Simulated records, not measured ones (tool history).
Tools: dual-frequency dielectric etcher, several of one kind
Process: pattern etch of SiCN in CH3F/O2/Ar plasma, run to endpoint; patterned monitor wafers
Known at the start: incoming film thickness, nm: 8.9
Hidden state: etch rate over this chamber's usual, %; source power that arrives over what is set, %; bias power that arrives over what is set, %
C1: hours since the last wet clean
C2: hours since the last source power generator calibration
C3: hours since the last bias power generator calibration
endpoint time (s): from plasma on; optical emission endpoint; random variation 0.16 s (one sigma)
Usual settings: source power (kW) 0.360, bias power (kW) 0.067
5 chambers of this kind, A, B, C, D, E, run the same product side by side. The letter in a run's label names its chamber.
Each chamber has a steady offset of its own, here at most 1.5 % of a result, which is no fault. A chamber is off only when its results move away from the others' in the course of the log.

{"run": "1A", "day": 0.208, "source power (kW)": 0.36, "bias power (kW)": 0.067, "C1": 55.6, "C2": 1172.4, "C3": 4670.0, "endpoint time (s)": 25.713}
{"run": "2C", "day": 0.596, "source power (kW)": 0.36, "bias power (kW)": 0.067, "C1": 498.9, "C2": 2177.8, "C3": 1240.8, "endpoint time (s)": 25.106}
{"run": "3B", "day": 0.804, "source power (kW)": 0.36, "bias power (kW)": 0.067, "C1": 383.3, "C2": 2285.5, "C3": 1893.4, "endpoint time (s)": 25.415}
{"run": "4D", "day": 1.112, "source power (kW)": 0.36, "bias power (kW)": 0.067, "C1": 526.9, "C2": 2357.2, "C3": 867.0, "endpoint time (s)": 25.019}
{"day": 1.217, "done": "chamber C: wet clean of the chamber"}
{"run": "5E", "day": 1.421, "source power (kW)": 0.36, "bias power (kW)": 0.067, "C1": 405.7, "C2": 3344.6, "C3": 745.3, "endpoint time (s)": 25.169}
{"run": "6D", "day": 1.612, "source power (kW)": 0.36, "bias power (kW)": 0.067, "C1": 538.9, "C2": 2369.2, "C3": 879.0, "endpoint time (s)": 25.196}
{"run": "7C", "day": 1.812, "source power (kW)": 0.42, "bias power (kW)": 0.08, "C1": 14.4, "C2": 2207.0, "C3": 1270.0, "endpoint time (s)": 22.159}
{"run": "8E", "day": 2.175, "source power (kW)": 0.42, "bias power (kW)": 0.08, "C1": 423.8, "C2": 3362.7, "C3": 763.4, "endpoint time (s)": 22.447}
{"run": "9A", "day": 2.479, "source power (kW)": 0.42, "bias power (kW)": 0.08, "C1": 110.1, "C2": 1226.9, "C3": 4724.5, "endpoint time (s)": 22.815}
{"day": 2.642, "done": "chamber B: wet clean of the chamber"}
{"run": "10B", "day": 2.867, "source power (kW)": 0.42, "bias power (kW)": 0.08, "C1": 5.5, "C2": 2335.0, "C3": 1942.9, "endpoint time (s)": 22.369}
{"run": "11B", "day": 3.112, "source power (kW)": 0.42, "bias power (kW)": 0.08, "C1": 11.4, "C2": 2340.9, "C3": 1948.8, "endpoint time (s)": 22.27}
{"run": "12E", "day": 3.421, "source power (kW)": 0.36, "bias power (kW)": 0.067, "C1": 453.7, "C2": 3392.6, "C3": 793.3, "endpoint time (s)": 25.236}
{"run": "13D", "day": 3.771, "source power (kW)": 0.36, "bias power (kW)": 0.067, "C1": 590.7, "C2": 2421.0, "C3": 930.8, "endpoint time (s)": 24.778}
{"run": "14C", "day": 4.146, "source power (kW)": 0.36, "bias power (kW)": 0.067, "C1": 70.4, "C2": 2263.0, "C3": 1326.0, "endpoint time (s)": 25.031}
{"run": "15A", "day": 4.567, "source power (kW)": 0.36, "bias power (kW)": 0.067, "C1": 160.2, "C2": 1277.0, "C3": 4774.6, "endpoint time (s)": 25.649}
{"run": "16D", "day": 4.821, "source power (kW)": 0.36, "bias power (kW)": 0.067, "C1": 615.9, "C2": 2446.2, "C3": 956.0, "endpoint time (s)": 25.281}
{"day": 4.992, "done": "chamber D: wet clean of the chamber"}
{"run": "17A", "day": 5.242, "source power (kW)": 0.36, "bias power (kW)": 0.067, "C1": 176.4, "C2": 1293.2, "C3": 4790.8, "endpoint time (s)": 25.628}
{"run": "18E", "day": 5.633, "source power (kW)": 0.36, "bias power (kW)": 0.067, "C1": 506.8, "C2": 3445.7, "C3": 846.4, "endpoint time (s)": 25.491}
{"run": "19C", "day": 5.85, "source power (kW)": 0.36, "bias power (kW)": 0.08, "C1": 111.3, "C2": 2303.9, "C3": 1366.9, "endpoint time (s)": 23.725}
{"run": "20B", "day": 6.25, "source power (kW)": 0.36, "bias power (kW)": 0.08, "C1": 86.7, "C2": 2416.2, "C3": 2024.1, "endpoint time (s)": 23.947}
{"run": "21C", "day": 6.45, "source power (kW)": 0.36, "bias power (kW)": 0.08, "C1": 125.7, "C2": 2318.3, "C3": 1381.3, "endpoint time (s)": 23.738}
{"run": "22A", "day": 6.838, "source power (kW)": 0.36, "bias power (kW)": 0.08, "C1": 214.7, "C2": 1331.5, "C3": 4829.1, "endpoint time (s)": 24.092}
{"run": "23B", "day": 7.021, "source power (kW)": 0.36, "bias power (kW)": 0.08, "C1": 105.2, "C2": 2434.7, "C3": 2042.6, "endpoint time (s)": 23.927}
{"run": "24E", "day": 7.271, "source power (kW)": 0.39, "bias power (kW)": 0.051, "C1": 546.1, "C2": 3485.0, "C3": 885.7, "endpoint time (s)": 26.834}
{"run": "25D", "day": 7.471, "source power (kW)": 0.39, "bias power (kW)": 0.051, "C1": 59.5, "C2": 2509.8, "C3": 1019.6, "endpoint time (s)": 27.039}
{"run": "26C", "day": 7.658, "source power (kW)": 0.39, "bias power (kW)": 0.051, "C1": 154.7, "C2": 2347.3, "C3": 1410.3, "endpoint time (s)": 26.863}
{"run": "27D", "day": 8.021, "source power (kW)": 0.39, "bias power (kW)": 0.051, "C1": 72.7, "C2": 2523.0, "C3": 1032.8, "endpoint time (s)": 26.701}
{"run": "28E", "day": 8.296, "source power (kW)": 0.39, "bias power (kW)": 0.051, "C1": 570.7, "C2": 3509.6, "C3": 910.3, "endpoint time (s)": 26.885}
{"run": "29B", "day": 8.667, "source power (kW)": 0.36, "bias power (kW)": 0.067, "C1": 144.7, "C2": 2474.2, "C3": 2082.1, "endpoint time (s)": 25.239}
{"run": "30A", "day": 9.008, "source power (kW)": 0.36, "bias power (kW)": 0.067, "C1": 266.8, "C2": 1383.6, "C3": 4881.2, "endpoint time (s)": 25.472}

Next, every chamber runs the same settings. What will each give?
{"run": "31A", "day": 9.312, "source power (kW)": 0.36, "bias power (kW)": 0.08, "endpoint time (s)": "?"}
{"run": "31B", "day": 9.312, "source power (kW)": 0.36, "bias power (kW)": 0.08, "endpoint time (s)": "?"}
{"run": "31C", "day": 9.312, "source power (kW)": 0.36, "bias power (kW)": 0.08, "endpoint time (s)": "?"}
{"run": "31D", "day": 9.312, "source power (kW)": 0.36, "bias power (kW)": 0.08, "endpoint time (s)": "?"}
{"run": "31E", "day": 9.312, "source power (kW)": 0.36, "bias power (kW)": 0.08, "endpoint time (s)": "?"}

run=31A endpoint_time_(s)=24.123
run=31B endpoint_time_(s)=23.730
run=31C endpoint_time_(s)=23.596
run=31D endpoint_time_(s)=23.559
run=31E endpoint_time_(s)=23.905
